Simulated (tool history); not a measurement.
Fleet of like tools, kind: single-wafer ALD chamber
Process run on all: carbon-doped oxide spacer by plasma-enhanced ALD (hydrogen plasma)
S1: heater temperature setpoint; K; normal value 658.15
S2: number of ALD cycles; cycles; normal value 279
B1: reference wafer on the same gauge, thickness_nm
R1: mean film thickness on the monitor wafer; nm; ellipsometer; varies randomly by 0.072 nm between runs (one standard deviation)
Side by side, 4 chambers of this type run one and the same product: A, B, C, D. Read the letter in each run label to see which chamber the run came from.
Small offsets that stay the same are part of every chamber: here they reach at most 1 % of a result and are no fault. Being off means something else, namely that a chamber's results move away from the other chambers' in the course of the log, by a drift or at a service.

{"run": "1B", "hour": 8.4, "S1": 658.15, "S2": 279, "B1": 11.301, "R1": 13.92}
{"run": "2D", "hour": 17.1, "S1": 658.15, "S2": 279, "B1": 11.295, "R1": 13.934}
{"run": "3C", "hour": 26.2, "S1": 658.15, "S2": 279, "B1": 11.297, "R1": 13.922}
{"run": "4A", "hour": 36.8, "S1": 658.15, "S2": 279, "B1": 11.302, "R1": 14.167}
{"run": "5A", "hour": 43.5, "S1": 658.15, "S2": 279, "B1": 11.288, "R1": 14.068}
{"run": "6B", "hour": 52.8, "S1": 658.15, "S2": 258, "B1": 11.286, "R1": 12.839}
{"run": "7C", "hour": 59.2, "S1": 658.15, "S2": 258, "B1": 11.306, "R1": 12.898}
{"run": "8D", "hour": 68.0, "S1": 658.15, "S2": 258, "B1": 11.3, "R1": 12.852}
{"run": "9D", "hour": 79.8, "S1": 658.15, "S2": 258, "B1": 11.29, "R1": 12.779}
{"run": "10C", "hour": 90.5, "S1": 651.15, "S2": 279, "B1": 11.29, "R1": 13.984}
{"run": "11B", "hour": 97.2, "S1": 651.15, "S2": 279, "B1": 11.312, "R1": 13.835}
{"run": "12A", "hour": 109.7, "S1": 651.15, "S2": 279, "B1": 11.293, "R1": 13.949}
{"run": "13B", "hour": 117.1, "S1": 651.15, "S2": 279, "B1": 11.304, "R1": 13.844}
{"run": "14A", "hour": 127.3, "S1": 658.15, "S2": 279, "B1": 11.295, "R1": 13.992}
{"run": "15D", "hour": 138.6, "S1": 658.15, "S2": 279, "B1": 11.3, "R1": 13.896}
{"run": "16C", "hour": 147.5, "S1": 658.15, "S2": 279, "B1": 11.298, "R1": 13.941}
{"run": "17A", "hour": 154.6, "S1": 658.15, "S2": 279, "B1": 11.293, "R1": 14.013}
{"run": "18D", "hour": 161.3, "S1": 664.15, "S2": 236, "B1": 11.284, "R1": 11.771}
{"run": "19C", "hour": 168.9, "S1": 664.15, "S2": 236, "B1": 11.303, "R1": 11.846}
{"run": "20B", "hour": 178.7, "S1": 664.15, "S2": 236, "B1": 11.305, "R1": 11.769}
{"run": "21B", "hour": 186.7, "S1": 664.15, "S2": 236, "B1": 11.303, "R1": 11.871}
{"run": "22A", "hour": 198.5, "S1": 658.15, "S2": 279, "B1": 11.316, "R1": 14.073}
{"run": "23D", "hour": 208.8, "S1": 658.15, "S2": 279, "B1": 11.293, "R1": 13.847}
{"run": "24C", "hour": 214.6, "S1": 658.15, "S2": 279, "B1": 11.31, "R1": 14.028}
{"run": "25B", "hour": 224.2, "S1": 651.15, "S2": 279, "B1": 11.308, "R1": 14.015}
{"run": "26C", "hour": 234.8, "S1": 651.15, "S2": 279, "B1": 11.313, "R1": 13.932}
{"run": "27D", "hour": 241.2, "S1": 651.15, "S2": 279, "B1": 11.31, "R1": 13.879}

Each of the 4 chambers runs these same settings next. Fill in every chamber's results:
{"run": "28A", "hour": 250.3, "S1": 658.15, "S2": 279, "R1": "?"}
{"run": "28B", "hour": 250.3, "S1": 658.15, "S2": 279, "R1": "?"}
{"run": "28C", "hour": 250.3, "S1": 658.15, "S2": 279, "R1": "?"}
{"run": "28D", "hour": 250.3, "S1": 658.15, "S2": 279, "R1": "?"}

run=28A R1=14.164
run=28B R1=13.862
run=28C R1=14.004
run=28D R1=13.846
